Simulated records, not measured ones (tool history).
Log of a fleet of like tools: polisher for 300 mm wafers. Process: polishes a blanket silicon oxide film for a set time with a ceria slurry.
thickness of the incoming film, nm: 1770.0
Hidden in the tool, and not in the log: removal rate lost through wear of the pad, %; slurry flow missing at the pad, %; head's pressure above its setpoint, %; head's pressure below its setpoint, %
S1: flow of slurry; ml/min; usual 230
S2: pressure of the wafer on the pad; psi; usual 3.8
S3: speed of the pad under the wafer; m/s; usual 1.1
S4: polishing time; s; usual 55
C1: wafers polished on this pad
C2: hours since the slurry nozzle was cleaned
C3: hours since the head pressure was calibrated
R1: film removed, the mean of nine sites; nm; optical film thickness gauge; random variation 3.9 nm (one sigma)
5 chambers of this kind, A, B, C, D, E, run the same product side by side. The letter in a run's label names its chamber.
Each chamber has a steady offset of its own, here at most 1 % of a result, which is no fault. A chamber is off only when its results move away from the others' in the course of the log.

run	hour	S1	S2	S3	S4	C1	C2	C3	R1
1A	6.2	230	3.8	1.1	55	499	46.7	87	287.82
2D	10.3	230	3.8	1.1	55	1033	755.8	962.5	280.19
3E	14	230	3.8	1.1	55	898	504.2	85.2	277.2
# hour 21.5: chamber A: worn pad replaced by a new one
4B	21.5	230	3.8	1.1	55	1014	227.6	320.6	285.58
# hour 21.6: chamber C: worn pad replaced by a new one
# hour 23.2: chamber D: worn pad replaced by a new one
5C	25	230	4.9	1.1	47	38	597.8	316	314.56
6E	30	230	4.9	1.1	47	1074	520.2	101.2	307.84
7C	33.8	230	4.9	1.1	47	135	606.6	324.8	309.61
8A	39.6	230	4.9	1.1	47	200	80.1	120.4	310.42
# hour 40.1: chamber D: slurry nozzle cleaned
# hour 40.2: chamber C: slurry nozzle cleaned
9B	43.9	230	4.9	1.1	47	1260	250	343	317.75
# hour 46.6: chamber B: worn pad replaced by a new one
10D	50	185	3.8	1.1	71	296	9.9	1002.2	358.18
11D	57	185	3.8	1.1	71	373	16.9	1009.2	349.51
12A	63.9	185	3.8	1.1	71	468	104.4	144.7	352.4
13C	68.1	185	3.8	1.1	71	513	28	359.1	362.57
# hour 71.5: chamber E: slurry nozzle cleaned
14B	72.3	185	3.8	1.1	71	283	278.4	371.4	363.72
15E	77.1	230	3.8	1.1	55	1593	5.7	148.3	279.08
# hour 78.2: chamber A: worn pad replaced by a new one
16E	84.3	230	3.8	1.1	55	1673	12.9	155.5	275.16
17D	91.4	230	3.8	1.1	55	752	51.3	1043.6	280.5
18A	95.6	180	3.8	0.98	55	191	136.1	176.4	246.36
19C	102.3	180	3.8	0.98	55	890	62.2	393.3	245.05
20B	107.6	180	3.8	0.98	55	672	313.7	406.7	247.19
21E	112	180	3.8	0.98	55	1978	40.6	183.2	235.79
# hour 112.3: chamber C: worn pad replaced by a new one
22C	118	180	3.8	0.98	55	63	77.9	409	248.41
# hour 124.7: chamber D: worn pad replaced by a new one
23D	124.7	230	3.8	1.1	55	0	84.6	1076.9	280.52
24A	128	230	3.8	1.1	55	548	168.5	208.8	286.05
25B	132.4	230	3.8	1.1	55	945	338.5	431.5	283.23
26C	138.7	230	3.8	1.1	55	291	98.6	429.7	289.79
27D	142.3	230	3.8	1.1	55	194	102.2	1094.5	279.02
# hour 146.5: chamber A: worn pad replaced by a new one
28E	148.4	230	3.8	1.1	55	2379	77	219.6	265.5
29A	152.5	230	3.8	1.1	55	66	193	233.3	285.71
30B	156.1	230	3.8	1.1	55	1206	362.2	455.2	289.68
31B	161.5	265	3.8	1.1	49	1266	367.6	460.6	256.71
32D	166	265	3.8	1.1	49	455	125.9	1118.2	256.85
33A	172.9	265	3.8	1.1	49	290	213.4	253.7	250.85
34E	179.6	265	3.8	1.1	49	2723	108.2	250.8	240.25
35C	185.5	265	3.8	1.1	49	806	145.4	476.5	259.79
36E	192.6	230	3.8	1.1	55	2866	121.2	263.8	256.04

Next, every chamber runs the same settings. What will each give?
37A	197.9	230	3.8	1.1	55				?
37B	197.9	230	3.8	1.1	55				?
37C	197.9	230	3.8	1.1	55				?
37D	197.9	230	3.8	1.1	55				?
37E	197.9	230	3.8	1.1	55				?

run	R1
37A	288.02
37B	277.52
37C	278.08
37D	286.45
37E	260.4
